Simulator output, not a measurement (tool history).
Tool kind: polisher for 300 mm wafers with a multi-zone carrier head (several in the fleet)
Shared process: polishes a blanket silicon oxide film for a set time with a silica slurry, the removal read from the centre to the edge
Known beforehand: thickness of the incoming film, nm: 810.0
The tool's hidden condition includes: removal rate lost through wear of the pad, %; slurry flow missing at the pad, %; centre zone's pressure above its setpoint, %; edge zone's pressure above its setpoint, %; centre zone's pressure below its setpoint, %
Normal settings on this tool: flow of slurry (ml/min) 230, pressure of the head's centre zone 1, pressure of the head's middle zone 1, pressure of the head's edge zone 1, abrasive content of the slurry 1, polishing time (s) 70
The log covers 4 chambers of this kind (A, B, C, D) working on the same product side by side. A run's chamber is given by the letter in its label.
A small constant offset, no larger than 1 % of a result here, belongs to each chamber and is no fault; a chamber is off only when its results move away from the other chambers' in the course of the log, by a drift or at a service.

run	hour	flow of slurry (ml/min)	pressure of the head's centre zone	pressure of the head's middle zone	pressure of the head's edge zone	abrasive content of the slurry	polishing time (s)	wafers polished on this pad	hours since the slurry nozzle was cleaned	hours since the centre zone pressure was calibrated	hours since the edge zone pressure was calibrated	film removed at the wafer's centre (angstrom)	film removed at mid-radius (angstrom)	film removed at the wafer's edge (angstrom)
# hour 0.1: chamber D: worn pad replaced by a new one
# hour 6.5: chamber A: slurry nozzle cleaned
1B	8	230	1	1	1	1	70	740	251.8	220.6	87.7	2675.7	2728.9	2707.1
2A	16.1	230	1	1	1	1	70	334	9.7	448.9	693.9	2689.3	2719	2629.9
3C	27.9	230	1	1	1	1	70	990	570.5	1342.1	264.9	2649.7	2713.6	2729.8
4D	42.3	230	1	1	1	1	70	236	138.4	836.6	753.7	2653.8	2732.7	2656
5C	52	230	1	1	1	1	70	1125	594.6	1366.2	289	2671.6	2715.5	2673.3
6A	62.4	230	1	1	1	1	70	594	56	495.2	740.2	2702	2715.5	2618.7
# hour 65.3: chamber C: worn pad replaced by a new one
7D	71.8	230	1	1	1	1	70	402	167.9	866.1	783.2	2686.3	2663.7	2666.8
8B	80.8	230	1	1	1	1	70	1148	324.6	293.4	160.5	2655.3	2684	2777.2
# hour 83.5: chamber D: edge zone pressure recalibrated
# hour 86.8: chamber D: worn pad replaced by a new one
9D	92.3	285	0.95	1	1	1	70	31	188.4	886.6	8.9	2598.1	2758.8	2652.2
10A	99.4	285	0.95	1	1	1	70	801	93	532.2	777.2	2624.1	2753	2734.4
# hour 105.8: chamber C: edge zone pressure recalibrated
11C	109.8	285	0.95	1	1	1	70	249	652.4	1424	4.1	2604.1	2786.2	2728.7
# hour 116.6: chamber B: worn pad replaced by a new one
12B	122.3	285	0.95	1	1	1	70	32	366.1	334.9	202	2601.2	2741.3	2705.9
# hour 122.4: chamber C: centre zone pressure recalibrated
13A	132.8	230	1	1	1	1	70	988	126.4	565.6	810.6	2659.8	2713.5	2698.6
# hour 135.8: chamber A: worn pad replaced by a new one
14C	139.9	230	1	1	1	1	70	418	682.5	17.6	34.2	2528.2	2671.9	2714.6
15B	151.9	230	1	1	1	1	70	198	395.7	364.5	231.6	2705.6	2727.8	2733.1
16D	159	230	1	1	1	1	70	404	255.1	953.3	75.6	2668.4	2600.2	2663
# hour 159.9: chamber B: centre zone pressure recalibrated
17D	170.4	230	1	1	1	1	70	468	266.5	964.7	87	2667.5	2681.7	2649.9
# hour 173.8: chamber C: slurry nozzle cleaned
18A	177.3	230	1	1	1	1	70	232	170.9	610.1	855.1	2703.8	2686.4	2716.4
# hour 182.2: chamber D: worn pad replaced by a new one
19B	185.1	230	1	1	1	1	70	384	428.9	25.2	264.8	2657.3	2674.6	2613
20C	193.8	230	1	1	1	1	70	720	20	71.5	88.1	2518.9	2737.9	2723.6
21A	201.7	230	1	1	1	1	70	369	195.3	634.5	879.5	2699.5	2670.2	2650.9
22B	210.1	230	1	1	1	1	70	524	453.9	50.2	289.8	2661.6	2657.1	2679.7
# hour 210.4: chamber D: slurry nozzle cleaned
23D	224.8	230	1	1	1	1	70	239	14.4	1019.1	141.4	2698.6	2697.3	2669
24C	238.2	230	1	1	1	1	70	969	64.4	115.9	132.5	2476.1	2688.4	2662.1
25B	246.1	230	1	1	1	1	47	726	489.9	86.2	325.8	1793	1817.5	1833.3
26A	253.1	230	1	1	1	1	47	657	246.7	685.9	930.9	1798.5	1808.3	1778.3
27D	264.3	230	1	1	1	1	47	460	53.9	1058.6	180.9	1804	1801.2	1809.2
28C	274.5	230	1	1	1	1	47	1172	100.7	152.2	168.8	1685.6	1808.6	1814.8
# hour 278.8: chamber C: worn pad replaced by a new one
# hour 285.1: chamber A: worn pad replaced by a new one
# hour 286.3: chamber D: worn pad replaced by a new one
29A	287.1	230	1	1	1	1	70	11	280.7	719.9	964.9	2689.5	2671	2720.1
30C	301	230	1	1	1	1	70	124	127.2	178.7	195.3	2470.9	2670.2	2695.2
31D	308.1	230	1	1	1	1	70	122	97.7	1102.4	224.7	2672.9	2608.1	2719.4
32B	315	230	1	1	1	1	70	1112	558.8	155.1	394.7	2680	2635.9	2655.7
# hour 316.6: chamber B: edge zone pressure recalibrated
# hour 317.1: chamber B: worn pad replaced by a new one
33B	323.5	230	1	1	1	1	70	35	567.3	163.6	7	2708.9	2684.9	2694.8
34D	330.3	230	1	1	1	1	70	246	119.9	1124.6	246.9	2682.2	2643.3	2617.6
35C	341.4	230	1	1	1	1	70	351	167.6	219.1	235.7	2424.5	2665.6	2718.6
36A	350.4	230	1	1	1	1	70	366	344	783.2	1028.2	2742.2	2657.7	2684.7
37D	359	230	1	1	1	1	70	407	148.6	1153.3	275.6	2716.3	2690.6	2646.1
38C	372.7	230	1	1	1	1	70	526	198.9	250.4	267	2477.9	2643.1	2682.4
39B	384.5	230	1	1	1	1	70	377	628.3	224.6	68	2677.6	2664.4	2673.3
40A	399.2	230	1	1	1	1	70	639	392.8	832	1077	2651.8	2683.1	2676.7

Which is it: a chamber that has drifted or been left off by a service, a gauge drift common to all chambers, or only each chamber's usual small offset? If a chamber is off, name it and its likeliest cause.

Chamber C came out of a service off from its peers and stayed that way.
What lies behind it: centre zone's pressure below its setpoint, % = 6.75.

Here are 4 candidates for chamber C's next run, each the usual settings with a change, their results left as question marks. Which one brings its results back in line with what the others give on the usual settings?
Counts as in line when no further than this from what the other chambers average on the usual settings: film removed at the wafer's centre (angstrom) 77; film removed at mid-radius (angstrom) 120; film removed at the wafer's edge (angstrom) 120
41C-1	409.9	235	1.07	0.99	0.98	1	70					?	?	?
41C-2	409.9	240	1.13	0.98	0.95	1	71					?	?	?
41C-3	409.9	225	0.93	1.01	1.02	1	70					?	?	?
41C-4	409.9	220	0.88	1.02	1.04	1	70					?	?	?

Mean of the other chambers on the usual settings: film removed at the wafer's centre (angstrom) 2682.1; film removed at mid-radius (angstrom) 2684.4; film removed at the wafer's edge (angstrom) 2680.2
run	film removed at the wafer's centre (angstrom)	film removed at mid-radius (angstrom)	film removed at the wafer's edge (angstrom)
41C-1	2675.6	2682.3	2658
41C-2	2890.9	2701.2	2659
41C-3	2273.1	2719.6	2701.9
41C-4	2128.2	2737.3	2723.3
41C-1 puts the chamber back in line with the other chambers.

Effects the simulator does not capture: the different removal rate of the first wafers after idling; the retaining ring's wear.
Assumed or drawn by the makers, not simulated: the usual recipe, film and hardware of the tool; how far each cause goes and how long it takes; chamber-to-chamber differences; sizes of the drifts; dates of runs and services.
